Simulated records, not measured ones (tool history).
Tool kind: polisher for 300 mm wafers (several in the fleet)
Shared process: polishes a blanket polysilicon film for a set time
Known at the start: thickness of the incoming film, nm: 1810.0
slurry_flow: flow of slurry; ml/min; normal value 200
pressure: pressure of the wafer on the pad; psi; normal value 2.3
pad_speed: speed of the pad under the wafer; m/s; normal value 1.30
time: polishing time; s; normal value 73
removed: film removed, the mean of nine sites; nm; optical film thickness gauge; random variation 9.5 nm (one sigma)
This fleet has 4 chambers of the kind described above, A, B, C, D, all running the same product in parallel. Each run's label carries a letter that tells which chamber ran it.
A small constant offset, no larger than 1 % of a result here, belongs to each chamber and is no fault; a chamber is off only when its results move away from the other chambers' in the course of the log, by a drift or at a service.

| run | hour | slurry_flow | pressure | pad_speed | time | removed |
|---|---|---|---|---|---|---|
| 1D | 4.5 | 200 | 2.3 | 1.30 | 73 | 758.67 |
| 2C | 10.2 | 200 | 2.3 | 1.30 | 73 | 767.86 |
| 3A | 13.8 | 200 | 2.3 | 1.30 | 73 | 760.24 |
| 4B | 17.3 | 200 | 2.3 | 1.30 | 73 | 749.98 |
| 5A | 23.4 | 200 | 2.3 | 1.30 | 48 | 500.61 |
| 6B | 26.4 | 200 | 2.3 | 1.30 | 48 | 491.30 |
|  | 27.1 | chamber C: head pressure recalibrated |
| 7D | 31.9 | 200 | 2.3 | 1.30 | 48 | 499.00 |
|  | 36.4 | chamber D: worn pad replaced by a new one |
| 8C | 36.8 | 200 | 2.3 | 1.30 | 48 | 506.71 |
| 9B | 40.4 | 200 | 2.3 | 1.30 | 73 | 768.47 |
| 10D | 44.2 | 200 | 2.3 | 1.30 | 73 | 754.87 |
|  | 45.1 | chamber C: worn pad replaced by a new one |
| 11A | 50.2 | 200 | 2.3 | 1.30 | 73 | 766.13 |
| 12C | 55.2 | 200 | 2.3 | 1.30 | 73 | 757.62 |
| 13A | 59.4 | 200 | 2.3 | 1.30 | 73 | 758.63 |
|  | 59.8 | chamber B: worn pad replaced by a new one |
| 14C | 64.0 | 200 | 2.3 | 1.30 | 73 | 766.74 |
| 15D | 67.3 | 200 | 2.3 | 1.64 | 58 | 754.36 |
| 16B | 72.4 | 200 | 2.3 | 1.64 | 58 | 772.86 |
|  | 75.7 | chamber A: worn pad replaced by a new one |
| 17C | 78.4 | 200 | 2.3 | 1.64 | 58 | 781.21 |
| 18A | 83.8 | 200 | 2.3 | 1.64 | 58 | 778.34 |
| 19D | 89.3 | 200 | 2.3 | 1.30 | 73 | 742.00 |
| 20B | 92.3 | 200 | 2.3 | 1.30 | 50 | 524.78 |
| 21D | 98.1 | 200 | 2.3 | 1.30 | 50 | 518.09 |
| 22B | 102.5 | 200 | 2.3 | 1.30 | 50 | 513.98 |
|  | 108.8 | chamber D: worn pad replaced by a new one |
| 23A | 109.2 | 200 | 2.3 | 1.30 | 50 | 523.19 |
| 24C | 114.1 | 200 | 2.3 | 1.30 | 84 | 897.84 |
|  | 116.2 | chamber B: worn pad replaced by a new one |
| 25A | 117.6 | 200 | 2.3 | 1.30 | 84 | 879.11 |
| 26C | 121.2 | 200 | 2.3 | 1.30 | 84 | 883.43 |
| 27D | 124.3 | 200 | 2.3 | 1.30 | 84 | 867.68 |
| 28B | 128.8 | 200 | 2.3 | 1.30 | 73 | 754.56 |
| 29B | 135.2 | 200 | 2.3 | 1.30 | 73 | 771.58 |
| 30C | 138.3 | 200 | 2.3 | 1.30 | 73 | 761.29 |
| 31D | 144.7 | 240 | 1.5 | 1.30 | 73 | 506.85 |
| 32A | 148.1 | 240 | 1.5 | 1.30 | 73 | 501.50 |
|  | 151.3 | chamber C: worn pad replaced by a new one |
| 33A | 151.9 | 240 | 1.5 | 1.30 | 73 | 510.71 |
|  | 154.5 | chamber A: slurry nozzle cleaned |
| 34D | 155.9 | 240 | 1.5 | 1.30 | 73 | 512.21 |
| 35C | 161.0 | 200 | 2.3 | 1.30 | 73 | 773.12 |
| 36B | 166.3 | 225 | 2.3 | 1.30 | 73 | 773.79 |
| 37A | 169.7 | 225 | 2.3 | 1.30 | 73 | 778.84 |
|  | 171.7 | chamber B: worn pad replaced by a new one |
| 38D | 173.1 | 225 | 2.3 | 1.30 | 73 | 759.06 |
| 39C | 177.6 | 225 | 2.3 | 1.30 | 73 | 778.33 |
|  | 178.3 | chamber C: slurry nozzle cleaned |
| 40B | 181.5 | 200 | 2.3 | 1.30 | 73 | 755.31 |
| 41A | 186.8 | 200 | 2.3 | 1.30 | 73 | 765.53 |
| 42C | 190.9 | 200 | 2.3 | 1.30 | 73 | 745.05 |
|  | 191.6 | chamber D: worn pad replaced by a new one |
| 43B | 197.4 | 200 | 2.3 | 1.30 | 73 | 774.87 |
| 44D | 203.4 | 200 | 2.3 | 1.30 | 73 | 759.76 |

Is one chamber off against the others, does the gauge drift, or is nothing wrong? If a chamber is off, say which, and what the likeliest cause is.

Neither any chamber nor the gauge drifts; the chambers differ only by their own small, steady offsets.
